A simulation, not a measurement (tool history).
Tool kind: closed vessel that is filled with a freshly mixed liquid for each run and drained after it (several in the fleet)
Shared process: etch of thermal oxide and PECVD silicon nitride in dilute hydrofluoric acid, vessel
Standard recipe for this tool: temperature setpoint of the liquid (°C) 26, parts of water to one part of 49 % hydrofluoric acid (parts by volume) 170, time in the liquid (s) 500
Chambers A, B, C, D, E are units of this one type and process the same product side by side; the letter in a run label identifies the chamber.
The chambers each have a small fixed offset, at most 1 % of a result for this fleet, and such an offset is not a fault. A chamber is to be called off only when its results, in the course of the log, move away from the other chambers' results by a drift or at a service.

run,hour,temperature setpoint of the liquid (°C),parts of water to one part of 49 % hydrofluoric acid (parts by volume),time in the liquid (s),"read-back film thickness of the thermal oxide reference wafer, read on the same gauge (nm)","read-back film thickness of the PECVD silicon nitride reference wafer, read on the same gauge (nm)",thickness taken off the thermal oxide on a monitor wafer (Å),thickness taken off the PECVD silicon nitride on a monitor wafer (Å)
1C,7.1,26,170,500,60.003,80.003,141.790,129.050
2E,13.7,26,170,500,60.005,79.988,142.460,128.010
3D,21.2,26,170,500,59.974,79.995,138.940,128.230
# hour 21.5: chamber D: thermometer replaced
4A,30.6,26,170,500,59.992,80.001,139.850,126.990
5B,38.5,26,170,500,59.997,79.987,139.430,127.330
6E,49.0,26,170,500,60.008,80.002,142.430,128.370
7A,56.9,26,170,500,60.015,80.005,140.720,128.940
8D,63.5,26,170,500,60.007,80.007,138.460,128.730
9C,68.7,26,170,500,60.000,79.986,141.470,126.990
10B,77.9,26,170,500,59.998,79.985,138.790,126.880
11D,84.8,26,170,500,59.969,80.009,138.950,128.990
12C,96.0,26,170,500,59.975,79.981,141.530,127.500
13B,106.8,26,170,500,59.999,80.005,138.610,126.830
14E,115.2,26,95,500,60.000,79.998,275.780,226.020
15A,123.1,26,95,500,60.014,79.992,273.840,226.550
16B,132.5,26,95,500,60.001,80.002,269.030,223.320
17A,139.7,26,95,500,60.018,79.989,273.210,227.750
18E,145.6,26,95,500,60.005,79.988,272.650,223.310
19C,152.8,26,170,500,59.999,80.012,142.170,127.900
20D,162.9,26,170,500,60.003,79.994,139.040,130.270
21E,172.3,26,170,255,60.007,80.005,70.224,63.175
22A,177.8,26,170,255,60.024,80.001,71.679,64.473
23D,185.1,26,170,255,60.012,80.011,70.067,65.655
24B,191.5,26,170,255,60.005,79.985,71.130,66.036
25C,198.0,26,170,255,59.991,80.021,72.804,65.255
26D,203.9,26,170,500,59.986,80.014,140.060,129.120
27E,210.0,26,170,500,60.023,80.014,135.130,121.910
28C,215.0,26,170,500,59.998,79.978,141.170,128.200
29B,224.9,26,170,500,59.993,80.008,139.620,127.960
30A,235.1,26,170,500,60.010,80.009,141.430,128.050

Predict what each chamber gives when all 5 of them run the settings below next.
31A,243.4,26,170,500,,,?,?
31B,243.4,26,170,500,,,?,?
31C,243.4,26,170,500,,,?,?
31D,243.4,26,170,500,,,?,?
31E,243.4,26,170,500,,,?,?

run,thickness taken off the thermal oxide on a monitor wafer (Å),thickness taken off the PECVD silicon nitride on a monitor wafer (Å)
31A,141.910,127.780
31B,140.140,128.650
31C,140.400,127.780
31D,139.730,129.850
31E,131.620,120.840

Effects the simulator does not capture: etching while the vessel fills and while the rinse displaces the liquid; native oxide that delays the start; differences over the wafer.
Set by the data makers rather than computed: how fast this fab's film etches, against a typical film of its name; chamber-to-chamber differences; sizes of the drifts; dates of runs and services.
